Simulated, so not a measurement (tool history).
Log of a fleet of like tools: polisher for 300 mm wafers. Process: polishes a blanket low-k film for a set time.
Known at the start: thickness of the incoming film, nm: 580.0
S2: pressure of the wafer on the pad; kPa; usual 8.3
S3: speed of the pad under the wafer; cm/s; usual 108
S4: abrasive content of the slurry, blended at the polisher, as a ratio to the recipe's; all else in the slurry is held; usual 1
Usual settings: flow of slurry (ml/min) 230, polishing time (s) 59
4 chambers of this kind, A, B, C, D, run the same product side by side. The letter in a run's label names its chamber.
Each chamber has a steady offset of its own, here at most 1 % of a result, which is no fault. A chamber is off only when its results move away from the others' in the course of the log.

{"run": "1C", "hour": 7.6, "flow of slurry (ml/min)": 230, "S2": 8.3, "S3": 108, "S4": 1, "polishing time (s)": 59, "film removed (angstrom)": 165.11}
{"run": "2A", "hour": 14.1, "flow of slurry (ml/min)": 230, "S2": 8.3, "S3": 108, "S4": 1, "polishing time (s)": 59, "film removed (angstrom)": 164.05}
{"hour": 14.7, "done": "chamber D: worn pad replaced by a new one"}
{"hour": 17.5, "done": "chamber C: worn pad replaced by a new one"}
{"hour": 23.7, "done": "chamber B: head pressure recalibrated"}
{"run": "3B", "hour": 24.0, "flow of slurry (ml/min)": 230, "S2": 8.3, "S3": 108, "S4": 1, "polishing time (s)": 59, "film removed (angstrom)": 167.32}
{"hour": 24.2, "done": "chamber B: worn pad replaced by a new one"}
{"run": "4D", "hour": 30.7, "flow of slurry (ml/min)": 230, "S2": 8.3, "S3": 108, "S4": 1, "polishing time (s)": 59, "film removed (angstrom)": 168.34}
{"hour": 32.8, "done": "chamber C: slurry blender recalibrated"}
{"run": "5A", "hour": 39.3, "flow of slurry (ml/min)": 230, "S2": 9.7, "S3": 108, "S4": 1, "polishing time (s)": 59, "film removed (angstrom)": 190.63}
{"run": "6B", "hour": 46.7, "flow of slurry (ml/min)": 230, "S2": 9.7, "S3": 108, "S4": 1, "polishing time (s)": 59, "film removed (angstrom)": 191.29}
{"hour": 52.0, "done": "chamber A: worn pad replaced by a new one"}
{"run": "7D", "hour": 56.1, "flow of slurry (ml/min)": 230, "S2": 9.7, "S3": 108, "S4": 1, "polishing time (s)": 59, "film removed (angstrom)": 191.98}
{"run": "8C", "hour": 61.0, "flow of slurry (ml/min)": 230, "S2": 9.7, "S3": 108, "S4": 1, "polishing time (s)": 59, "film removed (angstrom)": 194.72}
{"run": "9D", "hour": 69.8, "flow of slurry (ml/min)": 230, "S2": 8.3, "S3": 108, "S4": 1, "polishing time (s)": 59, "film removed (angstrom)": 164.43}
{"hour": 74.2, "done": "chamber D: worn pad replaced by a new one"}
{"run": "10A", "hour": 79.9, "flow of slurry (ml/min)": 230, "S2": 8.3, "S3": 108, "S4": 1, "polishing time (s)": 59, "film removed (angstrom)": 164.48}
{"run": "11B", "hour": 85.0, "flow of slurry (ml/min)": 230, "S2": 8.3, "S3": 108, "S4": 1, "polishing time (s)": 59, "film removed (angstrom)": 164.44}
{"hour": 94.0, "done": "chamber C: head pressure recalibrated"}
{"run": "12C", "hour": 94.1, "flow of slurry (ml/min)": 230, "S2": 8.3, "S3": 108, "S4": 1, "polishing time (s)": 59, "film removed (angstrom)": 163.38}
{"run": "13A", "hour": 101.9, "flow of slurry (ml/min)": 230, "S2": 8.3, "S3": 108, "S4": 1, "polishing time (s)": 59, "film removed (angstrom)": 165.42}
{"run": "14C", "hour": 107.6, "flow of slurry (ml/min)": 230, "S2": 8.3, "S3": 108, "S4": 1, "polishing time (s)": 59, "film removed (angstrom)": 166.58}
{"hour": 111.2, "done": "chamber A: conditioning disc replaced and pad reconditioned"}
{"hour": 115.0, "done": "chamber B: worn pad replaced by a new one"}
{"run": "15D", "hour": 116.8, "flow of slurry (ml/min)": 190, "S2": 8.3, "S3": 108, "S4": 1, "polishing time (s)": 78, "film removed (angstrom)": 213.75}
{"run": "16B", "hour": 123.9, "flow of slurry (ml/min)": 190, "S2": 8.3, "S3": 108, "S4": 1, "polishing time (s)": 78, "film removed (angstrom)": 211.13}
{"hour": 125.2, "done": "chamber D: worn pad replaced by a new one"}
{"run": "17C", "hour": 131.5, "flow of slurry (ml/min)": 190, "S2": 8.3, "S3": 108, "S4": 1, "polishing time (s)": 78, "film removed (angstrom)": 211.53}
{"hour": 131.9, "done": "chamber D: head pressure recalibrated"}
{"run": "18B", "hour": 139.5, "flow of slurry (ml/min)": 190, "S2": 8.3, "S3": 108, "S4": 1, "polishing time (s)": 78, "film removed (angstrom)": 209.52}
{"run": "19D", "hour": 144.6, "flow of slurry (ml/min)": 230, "S2": 8.3, "S3": 108, "S4": 1, "polishing time (s)": 59, "film removed (angstrom)": 164.43}
{"run": "20A", "hour": 150.5, "flow of slurry (ml/min)": 230, "S2": 8.3, "S3": 108, "S4": 1, "polishing time (s)": 59, "film removed (angstrom)": 165.12}
{"hour": 152.8, "done": "chamber B: conditioning disc replaced and pad reconditioned"}
{"run": "21A", "hour": 157.5, "flow of slurry (ml/min)": 230, "S2": 8.3, "S3": 108, "S4": 1, "polishing time (s)": 59, "film removed (angstrom)": 163.38}
{"hour": 162.3, "done": "chamber A: worn pad replaced by a new one"}
{"hour": 163.0, "done": "chamber C: worn pad replaced by a new one"}
{"run": "22B", "hour": 166.4, "flow of slurry (ml/min)": 230, "S2": 8.3, "S3": 108, "S4": 1, "polishing time (s)": 59, "film removed (angstrom)": 164.51}
{"run": "23D", "hour": 173.1, "flow of slurry (ml/min)": 230, "S2": 11, "S3": 108, "S4": 1.15, "polishing time (s)": 59, "film removed (angstrom)": 235.22}
{"hour": 178.9, "done": "chamber D: worn pad replaced by a new one"}
{"run": "24C", "hour": 179.2, "flow of slurry (ml/min)": 230, "S2": 11, "S3": 108, "S4": 1.15, "polishing time (s)": 59, "film removed (angstrom)": 232.52}
{"run": "25A", "hour": 184.4, "flow of slurry (ml/min)": 230, "S2": 11, "S3": 108, "S4": 1.15, "polishing time (s)": 59, "film removed (angstrom)": 234.92}
{"run": "26D", "hour": 190.7, "flow of slurry (ml/min)": 230, "S2": 11, "S3": 108, "S4": 1.15, "polishing time (s)": 59, "film removed (angstrom)": 236.99}
{"hour": 199.0, "done": "chamber B: worn pad replaced by a new one"}
{"run": "27C", "hour": 200.6, "flow of slurry (ml/min)": 230, "S2": 8.3, "S3": 108, "S4": 1, "polishing time (s)": 59, "film removed (angstrom)": 166.39}
{"run": "28B", "hour": 210.0, "flow of slurry (ml/min)": 230, "S2": 8.3, "S3": 108, "S4": 1, "polishing time (s)": 59, "film removed (angstrom)": 161.54}

Is one chamber off against the others, does the gauge drift, or is nothing wrong? If a chamber is off, say which, and what the likeliest cause is.

No chamber stands off beyond its own small offset, and the gauge holds steady.

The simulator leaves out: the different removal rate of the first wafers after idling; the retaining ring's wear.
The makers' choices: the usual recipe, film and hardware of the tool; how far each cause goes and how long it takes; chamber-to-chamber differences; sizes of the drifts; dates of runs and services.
